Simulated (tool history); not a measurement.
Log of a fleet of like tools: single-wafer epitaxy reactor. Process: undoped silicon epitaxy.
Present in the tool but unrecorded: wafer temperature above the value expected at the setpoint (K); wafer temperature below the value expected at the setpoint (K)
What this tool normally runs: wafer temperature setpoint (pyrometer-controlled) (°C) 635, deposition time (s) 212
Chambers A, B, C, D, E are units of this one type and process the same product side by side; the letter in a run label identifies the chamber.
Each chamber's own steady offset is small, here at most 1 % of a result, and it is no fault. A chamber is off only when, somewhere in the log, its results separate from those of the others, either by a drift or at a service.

run   hour  wafer temperature setpoint (pyrometer-controlled) (°C)  deposition time (s)  hours since the last pyrometer calibration  read-back reference wafer on the same gauge, thickness_nm  mean film thickness on the monitor wafer (angstrom)
 1E    5.3                                                     635                  212                                        38.9                                                     27.263                                               255.15
 2A    9.4                                                     635                  212                                       901.9                                                     27.267                                               256.09
 3C   14.8                                                     635                  212                                         706                                                     27.312                                                256.3
 4D   20.5                                                     635                  212                                       708.1                                                     27.291                                               256.39
 5B   24.1                                                     635                  212                                       937.5                                                     27.294                                               253.83
 6E   28.6                                                     642                  243                                        62.2                                                      27.27                                               343.92
 7B   34.6                                                     642                  243                                         948                                                     27.315                                               340.12
 8C   37.6                                                     642                  243                                       728.8                                                     27.322                                               344.53
 9D   42.3                                                     642                  243                                       729.9                                                     27.304                                               340.02
10A   47.5                                                     642                  243                                         940                                                     27.306                                               347.32
11C   51.2                                                     635                  239                                       742.4                                                     27.309                                               288.41
12B   54.8                                                     635                  239                                       968.2                                                     27.317                                               285.62
13A   59.2                                                     635                  239                                       951.7                                                     27.304                                                290.5
14D   63.1                                                     635                  239                                       750.7                                                     27.312                                               289.79
15E   66.4                                                     635                  239                                         100                                                     27.311                                               286.32
16E   70.9                                                     635                  212                                       104.5                                                     27.298                                               254.69
17C   73.6                                                     635                  212                                       764.8                                                     27.325                                               256.24
18A   79.2                                                     635                  212                                       971.7                                                     27.298                                               257.73
19B   82.9                                                     626                  189                                       996.3                                                     27.288                                               183.27
20D   88.1                                                     626                  189                                       775.7                                                      27.29                                               190.15
21B   92.8                                                     626                  189                                      1006.2                                                     27.264                                               184.96
22C   97.2                                                     626                  189                                       788.4                                                       27.3                                               186.93
23E  103.3                                                     626                  189                                       136.9                                                     27.289                                                186.8
24D  108.7                                                     635                  212                                       796.3                                                     27.296                                               260.31
25A  112.6                                                     635                  212                                      1005.1                                                     27.309                                               257.68
26C  116.9                                                     635                  212                                       808.1                                                     27.292                                               253.64
27D  119.8                                                     635                  212                                       807.4                                                     27.275                                               262.29
28A  123.6                                                     635                  212                                      1016.1                                                     27.338                                                256.6
29E  127.1                                                     635                  212                                       160.7                                                     27.274                                               253.72
30B    133                                                     635                  212                                      1046.4                                                     27.262                                               256.11
31C  138.8                                                     635                  212                                         830                                                      27.29                                               255.49
32E  142.5                                                     635                  212                                       176.1                                                     27.344                                                254.4
33B  145.2                                                     635                  212                                      1058.6                                                     27.311                                               255.59
34D  148.6                                                     627                  180                                       836.2                                                      27.31                                               187.27

Is one chamber off against the others, does the gauge drift, or is nothing wrong? If a chamber is off, say which, and what the likeliest cause is.

Chamber D drifts away from the others.
Cause: wafer temperature above the value expected at the setpoint (K) = 1.67.

Chamber D could run next with any of the 4 candidate recipes listed below; each alters the usual settings, and their results appear as question marks. Which one brings its results back in line with what the other chambers deliver on the usual settings?
In-line tolerance around the mean of the other chambers on the usual settings: mean film thickness on the monitor wafer (angstrom) 4.3
35D-1  153.1                                                     638                  212                                                                                                                                                           ?
35D-2  153.1                                                     634                  209                                                                                                                                                           ?
35D-3  153.1                                                     632                  212                                                                                                                                                           ?
35D-4  153.1                                                     637                  212                                                                                                                                                           ?

What the other chambers average on the usual settings: mean film thickness on the monitor wafer (angstrom) 255.63
  run  mean film thickness on the monitor wafer (angstrom)
35D-1                                               283.68
35D-2                                               256.02
35D-3                                               248.41
35D-4                                                277.5
35D-2 brings the chamber back in line.

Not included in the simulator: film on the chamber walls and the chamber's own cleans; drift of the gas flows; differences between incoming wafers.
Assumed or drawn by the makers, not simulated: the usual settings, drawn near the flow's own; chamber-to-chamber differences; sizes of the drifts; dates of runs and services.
